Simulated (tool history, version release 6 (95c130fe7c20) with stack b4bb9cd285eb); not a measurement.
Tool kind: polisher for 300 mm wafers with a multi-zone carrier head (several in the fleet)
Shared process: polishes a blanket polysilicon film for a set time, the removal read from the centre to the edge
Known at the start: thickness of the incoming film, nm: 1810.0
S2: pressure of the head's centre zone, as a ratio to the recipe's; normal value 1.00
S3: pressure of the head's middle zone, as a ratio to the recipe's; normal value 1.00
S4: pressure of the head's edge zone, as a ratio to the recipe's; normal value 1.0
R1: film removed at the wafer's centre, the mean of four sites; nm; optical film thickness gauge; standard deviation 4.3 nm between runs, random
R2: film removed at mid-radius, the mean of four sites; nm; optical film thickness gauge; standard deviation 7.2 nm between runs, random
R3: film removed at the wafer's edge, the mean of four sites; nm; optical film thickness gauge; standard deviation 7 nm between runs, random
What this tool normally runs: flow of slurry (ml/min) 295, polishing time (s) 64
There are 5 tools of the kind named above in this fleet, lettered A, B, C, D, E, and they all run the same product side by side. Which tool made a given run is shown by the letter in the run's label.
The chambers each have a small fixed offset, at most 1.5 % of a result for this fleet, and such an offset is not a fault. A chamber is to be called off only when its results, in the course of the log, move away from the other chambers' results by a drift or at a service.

run 1B hour=12.0 | flow_of_slurry_(ml/min)=295 S2=1.00 S3=1.00 S4=1.0 polishing_time_(s)=64 | R1=596.63 R2=605.54 R3=612.84
-- hour=19.4 chamber A: worn pad replaced by a new one
run 2E hour=23.1 | flow_of_slurry_(ml/min)=295 S2=1.00 S3=1.00 S4=1.0 polishing_time_(s)=64 | R1=613.68 R2=603.29 R3=594.23
-- hour=23.3 chamber A: edge zone pressure recalibrated
run 3D hour=33.6 | flow_of_slurry_(ml/min)=295 S2=1.00 S3=1.00 S4=1.0 polishing_time_(s)=64 | R1=597.19 R2=610.25 R3=590.94
-- hour=40.2 chamber D: worn pad replaced by a new one
run 4C hour=41.2 | flow_of_slurry_(ml/min)=295 S2=1.00 S3=1.00 S4=1.0 polishing_time_(s)=64 | R1=601.02 R2=609.38 R3=612.45
run 5A hour=52.9 | flow_of_slurry_(ml/min)=295 S2=1.00 S3=1.00 S4=1.0 polishing_time_(s)=64 | R1=603.63 R2=610.85 R3=600.64
run 6A hour=59.4 | flow_of_slurry_(ml/min)=295 S2=1.08 S3=1.00 S4=1.0 polishing_time_(s)=64 | R1=654.28 R2=602.35 R3=607.63
run 7C hour=70.6 | flow_of_slurry_(ml/min)=295 S2=1.08 S3=1.00 S4=1.0 polishing_time_(s)=64 | R1=651.43 R2=602.20 R3=592.90
-- hour=77.4 chamber B: centre zone pressure recalibrated
-- hour=78.4 chamber C: worn pad replaced by a new one
run 8E hour=79.8 | flow_of_slurry_(ml/min)=295 S2=1.08 S3=1.00 S4=1.0 polishing_time_(s)=64 | R1=665.54 R2=611.03 R3=597.00
-- hour=89.9 chamber A: slurry nozzle cleaned
run 9D hour=91.7 | flow_of_slurry_(ml/min)=295 S2=1.08 S3=1.00 S4=1.0 polishing_time_(s)=64 | R1=657.04 R2=606.55 R3=594.26
run 10B hour=104.7 | flow_of_slurry_(ml/min)=295 S2=1.08 S3=1.00 S4=1.0 polishing_time_(s)=64 | R1=645.62 R2=601.56 R3=604.38
run 11E hour=113.6 | flow_of_slurry_(ml/min)=295 S2=1.00 S3=1.00 S4=1.0 polishing_time_(s)=76 | R1=727.91 R2=723.45 R3=727.01
run 12C hour=122.3 | flow_of_slurry_(ml/min)=295 S2=1.00 S3=1.00 S4=1.0 polishing_time_(s)=76 | R1=724.84 R2=709.16 R3=718.96
-- hour=124.8 chamber E: worn pad replaced by a new one
-- hour=125.0 chamber B: worn pad replaced by a new one
run 13A hour=128.7 | flow_of_slurry_(ml/min)=295 S2=1.00 S3=1.00 S4=1.0 polishing_time_(s)=76 | R1=717.49 R2=706.39 R3=739.97
-- hour=132.6 chamber D: worn pad replaced by a new one
-- hour=134.2 chamber A: centre zone pressure recalibrated
-- hour=134.6 chamber A: worn pad replaced by a new one
run 14D hour=141.5 | flow_of_slurry_(ml/min)=295 S2=1.00 S3=1.00 S4=1.0 polishing_time_(s)=76 | R1=716.59 R2=707.37 R3=735.27
run 15B hour=153.8 | flow_of_slurry_(ml/min)=295 S2=1.00 S3=1.00 S4=1.0 polishing_time_(s)=76 | R1=706.02 R2=722.06 R3=733.65
run 16B hour=163.7 | flow_of_slurry_(ml/min)=295 S2=1.07 S3=1.00 S4=1.0 polishing_time_(s)=49 | R1=484.97 R2=468.79 R3=461.60
run 17E hour=176.8 | flow_of_slurry_(ml/min)=295 S2=1.07 S3=1.00 S4=1.0 polishing_time_(s)=49 | R1=500.66 R2=467.21 R3=460.93
-- hour=183.8 chamber C: worn pad replaced by a new one
run 18C hour=185.1 | flow_of_slurry_(ml/min)=295 S2=1.07 S3=1.00 S4=1.0 polishing_time_(s)=49 | R1=495.45 R2=452.32 R3=462.56
run 19A hour=195.6 | flow_of_slurry_(ml/min)=295 S2=1.07 S3=1.00 S4=1.0 polishing_time_(s)=49 | R1=494.50 R2=468.29 R3=468.25
run 20D hour=201.6 | flow_of_slurry_(ml/min)=295 S2=1.07 S3=1.00 S4=1.0 polishing_time_(s)=49 | R1=492.24 R2=461.91 R3=459.70
run 21B hour=214.0 | flow_of_slurry_(ml/min)=295 S2=1.00 S3=1.00 S4=1.0 polishing_time_(s)=64 | R1=600.66 R2=616.29 R3=605.25
-- hour=222.3 chamber D: worn pad replaced by a new one
run 22A hour=225.4 | flow_of_slurry_(ml/min)=295 S2=1.00 S3=1.00 S4=1.0 polishing_time_(s)=64 | R1=598.77 R2=595.81 R3=609.09
run 23D hour=236.7 | flow_of_slurry_(ml/min)=295 S2=1.00 S3=1.00 S4=1.0 polishing_time_(s)=64 | R1=577.70 R2=604.48 R3=614.95
-- hour=236.9 chamber A: worn pad replaced by a new one
run 24C hour=248.8 | flow_of_slurry_(ml/min)=295 S2=1.00 S3=1.00 S4=1.0 polishing_time_(s)=64 | R1=604.18 R2=608.20 R3=608.38
run 25E hour=261.9 | flow_of_slurry_(ml/min)=295 S2=1.00 S3=1.00 S4=1.0 polishing_time_(s)=64 | R1=618.07 R2=608.49 R3=605.81
-- hour=269.1 chamber C: centre zone pressure recalibrated
-- hour=271.0 chamber B: worn pad replaced by a new one
run 26B hour=272.7 | flow_of_slurry_(ml/min)=295 S2=1.00 S3=1.00 S4=1.0 polishing_time_(s)=64 | R1=597.91 R2=605.83 R3=619.83
-- hour=283.7 chamber E: worn pad replaced by a new one
run 27A hour=284.0 | flow_of_slurry_(ml/min)=295 S2=1.00 S3=1.00 S4=1.0 polishing_time_(s)=64 | R1=595.94 R2=606.23 R3=613.65
run 28D hour=296.6 | flow_of_slurry_(ml/min)=295 S2=1.00 S3=1.00 S4=1.0 polishing_time_(s)=64 | R1=579.55 R2=597.82 R3=606.05
-- hour=297.5 chamber C: worn pad replaced by a new one
-- hour=303.6 chamber C: edge zone pressure recalibrated
run 29E hour=304.1 | flow_of_slurry_(ml/min)=295 S2=1.00 S3=1.00 S4=1.0 polishing_time_(s)=64 | R1=610.18 R2=601.98 R3=598.25
run 30C hour=311.1 | flow_of_slurry_(ml/min)=295 S2=1.00 S3=1.09 S4=1.0 polishing_time_(s)=64 | R1=599.81 R2=651.70 R3=602.97
-- hour=312.0 chamber D: worn pad replaced by a new one
-- hour=312.0 chamber D: slurry nozzle cleaned
-- hour=318.4 chamber E: edge zone pressure recalibrated
run 31D hour=321.2 | flow_of_slurry_(ml/min)=295 S2=1.00 S3=1.09 S4=1.0 polishing_time_(s)=64 | R1=571.91 R2=659.52 R3=604.90
-- hour=323.8 chamber D: edge zone pressure recalibrated
run 32E hour=330.0 | flow_of_slurry_(ml/min)=295 S2=1.00 S3=1.09 S4=1.0 polishing_time_(s)=64 | R1=618.92 R2=660.12 R3=610.61
run 33B hour=340.0 | flow_of_slurry_(ml/min)=295 S2=1.00 S3=1.09 S4=1.0 polishing_time_(s)=64 | R1=599.91 R2=659.84 R3=608.57
run 34A hour=347.9 | flow_of_slurry_(ml/min)=295 S2=1.00 S3=1.09 S4=1.0 polishing_time_(s)=64 | R1=596.74 R2=646.30 R3=600.55
-- hour=358.1 chamber A: worn pad replaced by a new one
run 35C hour=358.1 | flow_of_slurry_(ml/min)=295 S2=1.00 S3=1.00 S4=1.0 polishing_time_(s)=64 | R1=608.07 R2=601.03 R3=607.36
run 36B hour=367.2 | flow_of_slurry_(ml/min)=295 S2=1.00 S3=1.00 S4=1.0 polishing_time_(s)=64 | R1=601.51 R2=610.94 R3=600.25
run 37A hour=379.7 | flow_of_slurry_(ml/min)=295 S2=1.00 S3=1.00 S4=1.0 polishing_time_(s)=64 | R1=599.08 R2=596.07 R3=612.09
run 38E hour=391.7 | flow_of_slurry_(ml/min)=295 S2=1.00 S3=1.00 S4=1.0 polishing_time_(s)=64 | R1=612.78 R2=606.68 R3=607.23
run 39C hour=401.6 | flow_of_slurry_(ml/min)=295 S2=1.00 S3=1.00 S4=1.0 polishing_time_(s)=64 | R1=604.15 R2=606.47 R3=600.37
run 40D hour=414.4 | flow_of_slurry_(ml/min)=295 S2=1.00 S3=1.00 S4=1.0 polishing_time_(s)=64 | R1=562.16 R2=597.25 R3=609.53
-- hour=423.4 chamber D: worn pad replaced by a new one
-- hour=425.3 chamber A: slurry nozzle cleaned
run 41E hour=427.4 | flow_of_slurry_(ml/min)=295 S2=0.95 S3=0.89 S4=1.0 polishing_time_(s)=64 | R1=585.47 R2=537.43 R3=590.00
-- hour=431.0 chamber C: worn pad replaced by a new one
run 42C hour=433.7 | flow_of_slurry_(ml/min)=295 S2=0.95 S3=0.89 S4=1.0 polishing_time_(s)=64 | R1=561.15 R2=547.41 R3=608.50
run 43A hour=440.1 | flow_of_slurry_(ml/min)=295 S2=0.95 S3=0.89 S4=1.0 polishing_time_(s)=64 | R1=565.61 R2=548.45 R3=625.13
run 44D hour=450.9 | flow_of_slurry_(ml/min)=295 S2=0.95 S3=0.89 S4=1.0 polishing_time_(s)=64 | R1=534.23 R2=543.26 R3=613.32

Which is it: a chamber that has drifted or been left off by a service, a gauge drift common to all chambers, or only each chamber's usual small offset? If a chamber is off, name it and its likeliest cause.

One chamber, D, drifts off from the rest bit by bit.
Most likely cause: centre zone's pressure below its setpoint, % = 7.6.

Chamber D could run next with any of the 4 candidate recipes listed below; each alters the usual settings, and their results appear as question marks. Which one brings its results back in line with what the other chambers deliver on the usual settings?
To be in line, a result may differ from the other chambers' mean on the usual settings by at most: R1 15.00 nm; R2 25.00 nm; R3 24.00 nm
run 45D-1 hour=460.3 | flow_of_slurry_(ml/min)=300 S2=1.06 S3=0.99 S4=0.98 polishing_time_(s)=65 | R1=? R2=? R3=?
run 45D-2 hour=460.3 | flow_of_slurry_(ml/min)=295 S2=0.97 S3=1.01 S4=1.01 polishing_time_(s)=64 | R1=? R2=? R3=?
run 45D-3 hour=460.3 | flow_of_slurry_(ml/min)=295 S2=1.03 S3=0.99 S4=0.99 polishing_time_(s)=64 | R1=? R2=? R3=?
run 45D-4 hour=460.3 | flow_of_slurry_(ml/min)=290 S2=0.94 S3=1.01 S4=1.02 polishing_time_(s)=63 | R1=? R2=? R3=?

What the other chambers average on the usual settings: R1 602.95 nm; R2 604.53 nm; R3 605.28 nm
run=45D-1 R1=602.82 R2=611.47 R3=606.44
run=45D-2 R1=538.13 R2=612.39 R3=605.63
run=45D-3 R1=574.33 R2=601.16 R3=599.51
run=45D-4 R1=510.89 R2=601.87 R3=598.49
The right change is 45D-1: it brings the chamber back within the allowed miss of the others.
